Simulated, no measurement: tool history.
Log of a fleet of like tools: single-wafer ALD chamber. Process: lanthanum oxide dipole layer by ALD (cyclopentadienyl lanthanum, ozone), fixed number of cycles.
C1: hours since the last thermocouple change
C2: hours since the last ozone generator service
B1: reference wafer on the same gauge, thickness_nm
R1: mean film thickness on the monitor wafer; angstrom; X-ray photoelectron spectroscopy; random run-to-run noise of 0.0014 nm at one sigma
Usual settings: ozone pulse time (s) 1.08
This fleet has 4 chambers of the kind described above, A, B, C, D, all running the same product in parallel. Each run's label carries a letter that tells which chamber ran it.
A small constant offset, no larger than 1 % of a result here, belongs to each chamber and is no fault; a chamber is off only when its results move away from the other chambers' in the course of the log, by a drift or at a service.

{"run": "1D", "hour": 6.4, "ozone pulse time (s)": 1.08, "C1": 788.4, "C2": 251.7, "B1": 0.51789, "R1": 5.1276}
{"run": "2C", "hour": 16.2, "ozone pulse time (s)": 1.08, "C1": 2125.9, "C2": 175.1, "B1": 0.51843, "R1": 5.1319}
{"run": "3A", "hour": 22.5, "ozone pulse time (s)": 1.08, "C1": 1361.8, "C2": 1589.1, "B1": 0.5178, "R1": 5.1518}
{"run": "4B", "hour": 28.0, "ozone pulse time (s)": 1.08, "C1": 326.6, "C2": 225.2, "B1": 0.51803, "R1": 5.0835}
{"run": "5C", "hour": 36.5, "ozone pulse time (s)": 0.72, "C1": 2146.2, "C2": 195.4, "B1": 0.51767, "R1": 4.4618}
{"run": "6D", "hour": 46.9, "ozone pulse time (s)": 0.72, "C1": 828.9, "C2": 292.2, "B1": 0.51778, "R1": 4.4064}
{"run": "7B", "hour": 55.0, "ozone pulse time (s)": 0.72, "C1": 353.6, "C2": 252.2, "B1": 0.51802, "R1": 4.3667}
{"run": "8A", "hour": 64.7, "ozone pulse time (s)": 0.72, "C1": 1404.0, "C2": 1631.3, "B1": 0.51756, "R1": 4.4703}
{"run": "9D", "hour": 74.0, "ozone pulse time (s)": 1.08, "C1": 856.0, "C2": 319.3, "B1": 0.51823, "R1": 5.1174}
{"run": "10B", "hour": 79.5, "ozone pulse time (s)": 1.08, "C1": 378.1, "C2": 276.7, "B1": 0.51807, "R1": 5.0956}
{"run": "11C", "hour": 90.0, "ozone pulse time (s)": 0.89, "C1": 2199.7, "C2": 248.9, "B1": 0.51818, "R1": 4.8271}
{"run": "12A", "hour": 100.4, "ozone pulse time (s)": 0.89, "C1": 1439.7, "C2": 1667.0, "B1": 0.51791, "R1": 4.8303}
{"hour": 106.0, "done": "chamber A: ozone generator serviced"}
{"run": "13C", "hour": 110.2, "ozone pulse time (s)": 0.89, "C1": 2219.9, "C2": 269.1, "B1": 0.51798, "R1": 4.8561}
{"run": "14A", "hour": 115.5, "ozone pulse time (s)": 0.89, "C1": 1454.8, "C2": 9.5, "B1": 0.51812, "R1": 4.8551}
{"run": "15B", "hour": 126.1, "ozone pulse time (s)": 1.08, "C1": 424.7, "C2": 323.3, "B1": 0.51783, "R1": 5.1042}
{"run": "16D", "hour": 135.7, "ozone pulse time (s)": 1.08, "C1": 917.7, "C2": 381.0, "B1": 0.51781, "R1": 5.1301}
{"run": "17D", "hour": 142.0, "ozone pulse time (s)": 1.08, "C1": 924.0, "C2": 387.3, "B1": 0.51793, "R1": 5.1111}
{"run": "18B", "hour": 147.9, "ozone pulse time (s)": 1.08, "C1": 446.5, "C2": 345.1, "B1": 0.51802, "R1": 5.0929}
{"run": "19A", "hour": 157.0, "ozone pulse time (s)": 1.08, "C1": 1496.3, "C2": 51.0, "B1": 0.51798, "R1": 5.1527}
{"run": "20C", "hour": 166.2, "ozone pulse time (s)": 1.08, "C1": 2275.9, "C2": 325.1, "B1": 0.51753, "R1": 5.1336}
{"run": "21A", "hour": 175.5, "ozone pulse time (s)": 1.08, "C1": 1514.8, "C2": 69.5, "B1": 0.51793, "R1": 5.1572}
{"run": "22D", "hour": 185.2, "ozone pulse time (s)": 1.08, "C1": 967.2, "C2": 430.5, "B1": 0.51784, "R1": 5.1192}
{"run": "23B", "hour": 192.3, "ozone pulse time (s)": 1.08, "C1": 490.9, "C2": 389.5, "B1": 0.51798, "R1": 5.0619}
{"run": "24C", "hour": 201.0, "ozone pulse time (s)": 1.08, "C1": 2310.7, "C2": 359.9, "B1": 0.51771, "R1": 5.1712}
{"run": "25A", "hour": 207.5, "ozone pulse time (s)": 1.08, "C1": 1546.8, "C2": 101.5, "B1": 0.51806, "R1": 5.1762}
{"run": "26B", "hour": 215.2, "ozone pulse time (s)": 1.08, "C1": 513.8, "C2": 412.4, "B1": 0.51793, "R1": 5.1007}
{"run": "27D", "hour": 224.1, "ozone pulse time (s)": 1.08, "C1": 1006.1, "C2": 469.4, "B1": 0.51808, "R1": 5.0927}
{"run": "28C", "hour": 230.4, "ozone pulse time (s)": 1.08, "C1": 2340.1, "C2": 389.3, "B1": 0.51822, "R1": 5.1645}
{"run": "29D", "hour": 241.2, "ozone pulse time (s)": 1.08, "C1": 1023.2, "C2": 486.5, "B1": 0.5183, "R1": 5.1235}
{"run": "30C", "hour": 246.3, "ozone pulse time (s)": 1.08, "C1": 2356.0, "C2": 405.2, "B1": 0.51767, "R1": 5.1365}
{"run": "31B", "hour": 254.3, "ozone pulse time (s)": 1.08, "C1": 552.9, "C2": 451.5, "B1": 0.51796, "R1": 5.1078}
{"run": "32A", "hour": 260.9, "ozone pulse time (s)": 1.08, "C1": 1600.2, "C2": 154.9, "B1": 0.51843, "R1": 5.1569}

Next, all 4 chambers run the settings below, one line each with question marks for the results. What does each chamber give?
{"run": "33A", "hour": 268.6, "ozone pulse time (s)": 1.08, "R1": "?"}
{"run": "33B", "hour": 268.6, "ozone pulse time (s)": 1.08, "R1": "?"}
{"run": "33C", "hour": 268.6, "ozone pulse time (s)": 1.08, "R1": "?"}
{"run": "33D", "hour": 268.6, "ozone pulse time (s)": 1.08, "R1": "?"}

run=33A R1=5.1784
run=33B R1=5.0761
run=33C R1=5.1549
run=33D R1=5.1045
